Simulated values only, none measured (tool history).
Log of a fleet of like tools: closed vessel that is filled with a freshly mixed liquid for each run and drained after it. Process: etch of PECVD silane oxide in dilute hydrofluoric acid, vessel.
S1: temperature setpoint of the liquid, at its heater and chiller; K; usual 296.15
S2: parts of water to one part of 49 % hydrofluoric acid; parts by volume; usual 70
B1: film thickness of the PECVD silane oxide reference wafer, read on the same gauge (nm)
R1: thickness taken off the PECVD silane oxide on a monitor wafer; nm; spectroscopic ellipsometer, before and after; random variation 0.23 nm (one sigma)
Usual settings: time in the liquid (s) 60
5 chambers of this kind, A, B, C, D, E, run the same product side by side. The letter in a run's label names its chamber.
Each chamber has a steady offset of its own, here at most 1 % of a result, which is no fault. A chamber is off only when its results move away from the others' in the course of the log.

{"run": "1C", "day": 0.267, "S1": 296.15, "S2": 70, "time in the liquid (s)": 60, "B1": 60.048, "R1": 37.035}
{"run": "2A", "day": 0.554, "S1": 296.15, "S2": 70, "time in the liquid (s)": 60, "B1": 60.012, "R1": 37.162}
{"run": "3B", "day": 0.883, "S1": 296.15, "S2": 70, "time in the liquid (s)": 60, "B1": 60.005, "R1": 37.148}
{"run": "4D", "day": 1.054, "S1": 296.15, "S2": 70, "time in the liquid (s)": 60, "B1": 60.023, "R1": 37.138}
{"run": "5E", "day": 1.367, "S1": 294.65, "S2": 70, "time in the liquid (s)": 60, "B1": 60.007, "R1": 35.214}
{"run": "6D", "day": 1.708, "S1": 294.65, "S2": 70, "time in the liquid (s)": 60, "B1": 60.02, "R1": 34.845}
{"run": "7A", "day": 1.896, "S1": 294.65, "S2": 70, "time in the liquid (s)": 60, "B1": 60.006, "R1": 35.366}
{"run": "8B", "day": 2.146, "S1": 294.65, "S2": 70, "time in the liquid (s)": 60, "B1": 60, "R1": 34.977}
{"run": "9E", "day": 2.492, "S1": 294.65, "S2": 70, "time in the liquid (s)": 60, "B1": 60.016, "R1": 35.059}
{"run": "10C", "day": 2.708, "S1": 296.15, "S2": 70, "time in the liquid (s)": 30, "B1": 59.998, "R1": 18.537}
{"run": "11B", "day": 2.888, "S1": 296.15, "S2": 70, "time in the liquid (s)": 30, "B1": 59.967, "R1": 18.738}
{"run": "12A", "day": 3.054, "S1": 296.15, "S2": 70, "time in the liquid (s)": 30, "B1": 59.981, "R1": 18.523}
{"run": "13D", "day": 3.333, "S1": 296.15, "S2": 70, "time in the liquid (s)": 30, "B1": 59.997, "R1": 18.66}
{"run": "14E", "day": 3.6, "S1": 296.15, "S2": 70, "time in the liquid (s)": 30, "B1": 59.971, "R1": 18.574}
{"day": 3.85, "done": "chamber C: thermometer replaced"}
{"run": "15C", "day": 3.888, "S1": 296.15, "S2": 70, "time in the liquid (s)": 60, "B1": 59.981, "R1": 37.147}
{"run": "16C", "day": 4.171, "S1": 294.15, "S2": 55, "time in the liquid (s)": 60, "B1": 60.021, "R1": 44.492}
{"run": "17A", "day": 4.504, "S1": 294.15, "S2": 55, "time in the liquid (s)": 60, "B1": 60.021, "R1": 44.113}
{"run": "18E", "day": 4.788, "S1": 294.15, "S2": 55, "time in the liquid (s)": 60, "B1": 59.964, "R1": 44.313}
{"run": "19D", "day": 4.962, "S1": 294.15, "S2": 55, "time in the liquid (s)": 60, "B1": 59.977, "R1": 44.462}
{"run": "20B", "day": 5.217, "S1": 294.15, "S2": 55, "time in the liquid (s)": 60, "B1": 60.007, "R1": 45.601}
{"run": "21D", "day": 5.533, "S1": 296.15, "S2": 70, "time in the liquid (s)": 60, "B1": 59.953, "R1": 37.019}
{"run": "22C", "day": 5.712, "S1": 296.15, "S2": 70, "time in the liquid (s)": 60, "B1": 60.013, "R1": 37.056}
{"run": "23A", "day": 5.971, "S1": 296.15, "S2": 70, "time in the liquid (s)": 60, "B1": 60.001, "R1": 37.454}
{"run": "24B", "day": 6.292, "S1": 296.15, "S2": 70, "time in the liquid (s)": 60, "B1": 60.036, "R1": 38.55}
{"run": "25E", "day": 6.592, "S1": 296.15, "S2": 70, "time in the liquid (s)": 60, "B1": 59.989, "R1": 37.021}
{"run": "26C", "day": 6.875, "S1": 296.15, "S2": 70, "time in the liquid (s)": 60, "B1": 59.977, "R1": 37.224}
{"run": "27A", "day": 7.112, "S1": 296.15, "S2": 70, "time in the liquid (s)": 60, "B1": 59.974, "R1": 37.189}
{"run": "28E", "day": 7.433, "S1": 296.15, "S2": 70, "time in the liquid (s)": 60, "B1": 59.973, "R1": 36.877}
{"run": "29D", "day": 7.738, "S1": 296.15, "S2": 70, "time in the liquid (s)": 60, "B1": 59.983, "R1": 37.576}
{"run": "30B", "day": 7.975, "S1": 296.15, "S2": 70, "time in the liquid (s)": 60, "B1": 60.031, "R1": 39.618}
{"run": "31E", "day": 8.188, "S1": 296.15, "S2": 70, "time in the liquid (s)": 60, "B1": 60.017, "R1": 37.232}
{"run": "32D", "day": 8.342, "S1": 296.15, "S2": 70, "time in the liquid (s)": 60, "B1": 60.029, "R1": 37.05}
{"run": "33A", "day": 8.5, "S1": 296.15, "S2": 70, "time in the liquid (s)": 60, "B1": 60.017, "R1": 37.242}
{"run": "34C", "day": 8.742, "S1": 296.15, "S2": 70, "time in the liquid (s)": 60, "B1": 60.009, "R1": 37.107}

Is one chamber off against the others, does the gauge drift, or is nothing wrong? If a chamber is off, say which, and what the likeliest cause is.

Chamber B drifts away from the others.
Cause: liquid hotter than its thermometer reads (K) = 2.11.
The log may not tell that from: hydrofluoric acid flow above the setpoint (%).

Here are 4 candidates for chamber B's next run, each the usual settings with a change, their results left as question marks. Which one brings its results back in line with what the others give on the usual settings?
In line means no further than this from the other chambers' mean on the usual settings: R1 0.82 nm
{"run": "35B-1", "day": 9.0, "S1": 296.15, "S2": 70, "time in the liquid (s)": 65, "R1": "?"}
{"run": "35B-2", "day": 9.0, "S1": 299.15, "S2": 70, "time in the liquid (s)": 60, "R1": "?"}
{"run": "35B-3", "day": 9.0, "S1": 293.15, "S2": 70, "time in the liquid (s)": 60, "R1": "?"}
{"run": "35B-4", "day": 9.0, "S1": 294.15, "S2": 70, "time in the liquid (s)": 60, "R1": "?"}

The other chambers' mean on the usual settings: R1 37.187 nm
run=35B-1 R1=43.497
run=35B-2 R1=45.291
run=35B-3 R1=35.484
run=35B-4 R1=36.984
35B-4 brings the chamber back in line.
